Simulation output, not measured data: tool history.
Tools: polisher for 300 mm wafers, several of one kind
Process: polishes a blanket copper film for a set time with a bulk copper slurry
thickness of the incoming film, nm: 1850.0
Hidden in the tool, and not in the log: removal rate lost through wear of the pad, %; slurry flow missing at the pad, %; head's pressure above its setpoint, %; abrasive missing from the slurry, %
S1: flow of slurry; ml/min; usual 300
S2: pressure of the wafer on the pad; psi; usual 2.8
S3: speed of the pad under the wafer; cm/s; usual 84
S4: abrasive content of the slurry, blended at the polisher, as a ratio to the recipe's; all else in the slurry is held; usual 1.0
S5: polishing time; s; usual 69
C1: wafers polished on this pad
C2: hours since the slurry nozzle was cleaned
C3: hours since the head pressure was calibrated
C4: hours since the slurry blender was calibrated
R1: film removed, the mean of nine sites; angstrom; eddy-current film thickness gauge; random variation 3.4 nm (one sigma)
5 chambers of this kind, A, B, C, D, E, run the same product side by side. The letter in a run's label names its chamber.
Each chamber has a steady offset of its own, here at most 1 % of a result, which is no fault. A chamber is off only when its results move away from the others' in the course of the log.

| run | day | S1 | S2 | S3 | S4 | S5 | C1 | C2 | C3 | C4 | R1 |
|---|---|---|---|---|---|---|---|---|---|---|---|
|  | 0.038 | chamber A: slurry blender recalibrated |
|  | 0.154 | chamber C: worn pad replaced by a new one |
|  | 0.346 | chamber A: worn pad replaced by a new one |
|  | 0.396 | chamber B: slurry nozzle cleaned |
| 1C | 0.429 | 300 | 2.8 | 84 | 1.0 | 69 | 60 | 85.7 | 818.9 | 114.4 | 5613.0 |
|  | 0.550 | chamber C: slurry blender recalibrated |
|  | 0.729 | chamber B: worn pad replaced by a new one |
| 2B | 0.800 | 300 | 2.8 | 84 | 1.0 | 69 | 16 | 9.8 | 733.4 | 49.2 | 5605.9 |
| 3A | 1.279 | 300 | 2.8 | 84 | 1.0 | 69 | 204 | 350.3 | 131.9 | 29.8 | 5548.2 |
| 4D | 1.700 | 300 | 2.8 | 84 | 1.0 | 69 | 959 | 236.9 | 472.5 | 116.9 | 5515.2 |
| 5E | 2.012 | 300 | 2.8 | 84 | 0.8 | 69 | 614 | 448.7 | 253.4 | 177.1 | 5312.0 |
|  | 2.062 | chamber E: worn pad replaced by a new one |
| 6A | 2.317 | 300 | 2.8 | 84 | 0.8 | 69 | 431 | 375.2 | 156.8 | 54.7 | 5273.4 |
| 7C | 2.600 | 300 | 2.8 | 84 | 0.8 | 69 | 535 | 137.8 | 871.0 | 49.3 | 5327.1 |
|  | 2.612 | chamber E: slurry nozzle cleaned |
|  | 2.767 | chamber A: worn pad replaced by a new one |
|  | 2.858 | chamber E: slurry blender recalibrated |
| 8D | 2.925 | 300 | 2.8 | 84 | 0.8 | 69 | 1227 | 266.3 | 501.9 | 146.3 | 5359.9 |
|  | 2.958 | chamber C: worn pad replaced by a new one |
| 9B | 3.146 | 300 | 2.8 | 84 | 0.8 | 69 | 529 | 66.1 | 789.7 | 105.5 | 5308.0 |
| 10E | 3.500 | 300 | 2.5 | 84 | 1.0 | 69 | 315 | 21.3 | 289.1 | 15.4 | 4987.2 |
| 11A | 3.892 | 300 | 2.5 | 84 | 1.0 | 69 | 246 | 413.0 | 194.6 | 92.5 | 4937.1 |
|  | 3.967 | chamber D: slurry blender recalibrated |
| 12C | 4.242 | 300 | 2.5 | 84 | 1.0 | 69 | 280 | 177.2 | 910.4 | 88.7 | 4964.7 |
| 13E | 4.446 | 300 | 2.5 | 84 | 1.0 | 69 | 522 | 44.0 | 311.8 | 38.1 | 4968.7 |
| 14B | 4.683 | 300 | 2.5 | 84 | 1.0 | 69 | 865 | 103.0 | 826.6 | 142.4 | 4961.3 |
|  | 4.712 | chamber E: worn pad replaced by a new one |
| 15D | 5.088 | 300 | 2.8 | 84 | 1.0 | 69 | 1700 | 318.2 | 553.8 | 27.0 | 5505.8 |
|  | 5.279 | chamber A: worn pad replaced by a new one |
| 16C | 5.558 | 300 | 2.8 | 84 | 1.0 | 69 | 568 | 208.8 | 942.0 | 120.3 | 5539.1 |
|  | 5.875 | chamber C: worn pad replaced by a new one |
| 17A | 5.875 | 300 | 2.8 | 84 | 1.0 | 69 | 130 | 460.6 | 242.2 | 140.1 | 5596.6 |
| 18B | 6.104 | 300 | 2.8 | 84 | 1.0 | 69 | 1176 | 137.1 | 860.7 | 176.5 | 5565.9 |
|  | 6.342 | chamber C: slurry blender recalibrated |
| 19E | 6.488 | 300 | 2.8 | 84 | 1.0 | 69 | 388 | 93.0 | 360.8 | 87.1 | 5556.8 |
| 20D | 6.842 | 300 | 2.8 | 84 | 1.0 | 69 | 2083 | 360.3 | 595.9 | 69.1 | 5408.2 |
| 21A | 7.300 | 300 | 2.8 | 84 | 1.0 | 69 | 442 | 494.8 | 276.4 | 174.3 | 5555.9 |
|  | 7.512 | chamber B: worn pad replaced by a new one |
|  | 7.642 | chamber E: worn pad replaced by a new one |
| 22C | 7.750 | 300 | 2.8 | 84 | 1.0 | 69 | 410 | 261.4 | 994.6 | 33.9 | 5641.8 |
| 23B | 8.121 | 300 | 2.8 | 84 | 1.0 | 69 | 133 | 185.5 | 909.1 | 224.9 | 5556.7 |
|  | 8.204 | chamber A: worn pad replaced by a new one |
|  | 8.296 | chamber C: head pressure recalibrated |
| 24E | 8.512 | 205 | 2.8 | 96 | 1.0 | 69 | 190 | 141.6 | 409.4 | 135.7 | 6087.5 |
|  | 8.633 | chamber C: slurry nozzle cleaned |
|  | 8.667 | chamber C: worn pad replaced by a new one |
| 25D | 8.846 | 205 | 2.8 | 96 | 1.0 | 69 | 2522 | 408.4 | 644.0 | 117.2 | 5858.9 |
| 26C | 9.312 | 205 | 2.8 | 96 | 1.0 | 69 | 141 | 16.4 | 24.4 | 71.4 | 6140.8 |
| 27B | 9.771 | 205 | 2.8 | 96 | 1.0 | 69 | 494 | 225.1 | 948.7 | 264.5 | 6035.2 |
| 28A | 10.012 | 205 | 2.8 | 96 | 1.0 | 69 | 395 | 559.9 | 341.5 | 239.4 | 6040.2 |
|  | 10.042 | chamber E: worn pad replaced by a new one |
|  | 10.104 | chamber D: slurry blender recalibrated |
| 29D | 10.242 | 300 | 2.8 | 74 | 1.0 | 69 | 2827 | 441.9 | 677.5 | 3.4 | 4655.5 |
| 30E | 10.546 | 300 | 2.8 | 74 | 1.0 | 69 | 110 | 190.4 | 458.2 | 184.5 | 4891.2 |
| 31D | 10.946 | 300 | 2.8 | 74 | 1.0 | 69 | 2981 | 458.8 | 694.4 | 20.3 | 4643.0 |
| 32C | 11.204 | 300 | 2.8 | 74 | 1.0 | 69 | 555 | 61.8 | 69.8 | 116.8 | 4862.2 |
|  | 11.279 | chamber A: worn pad replaced by a new one |
|  | 11.471 | chamber A: slurry nozzle cleaned |
|  | 11.533 | chamber A: slurry blender recalibrated |
| 33A | 11.575 | 300 | 2.8 | 74 | 1.0 | 69 | 65 | 2.5 | 379.0 | 1.1 | 4877.6 |
|  | 11.650 | chamber E: slurry blender recalibrated |
|  | 11.925 | chamber B: slurry blender recalibrated |
| 34E | 12.038 | 300 | 2.8 | 84 | 1.0 | 69 | 437 | 226.2 | 494.0 | 9.4 | 5561.7 |
| 35B | 12.354 | 300 | 2.8 | 84 | 1.0 | 69 | 1059 | 287.1 | 1010.7 | 10.4 | 5523.7 |

What goes on in this fleet: one chamber off, a drifting gauge, or nothing beyond the chambers' own small offsets? Name the chamber and the cause, if any.

Chamber D drifts away from the others.
Cause: removal rate lost through wear of the pad, % = 6.6.
The log may not tell that from: slurry flow missing at the pad, %; head's pressure below its setpoint, %.

Here are 4 candidates for chamber D's next run, each the usual settings with a change, their results left as question marks. Which one brings its results back in line with what the others give on the usual settings?
In line means no further than this from the other chambers' mean on the usual settings: R1 120.0 angstrom
| 36D-1 | 12.696 | 300 | 2.8 | 86 | 1.0 | 70 |  |  |  |  | ? |
| 36D-2 | 12.696 | 300 | 3.0 | 84 | 1.0 | 69 |  |  |  |  | ? |
| 36D-3 | 12.696 | 300 | 2.7 | 82 | 1.0 | 68 |  |  |  |  | ? |
| 36D-4 | 12.696 | 300 | 2.8 | 82 | 1.0 | 69 |  |  |  |  | ? |

The other chambers' mean on the usual settings: R1 5562.5 angstrom
| run | R1 |
|---|---|
| 36D-1 | 5400.3 |
| 36D-2 | 5565.6 |
| 36D-3 | 4821.6 |
| 36D-4 | 5072.1 |
36D-2 brings the chamber back in line.
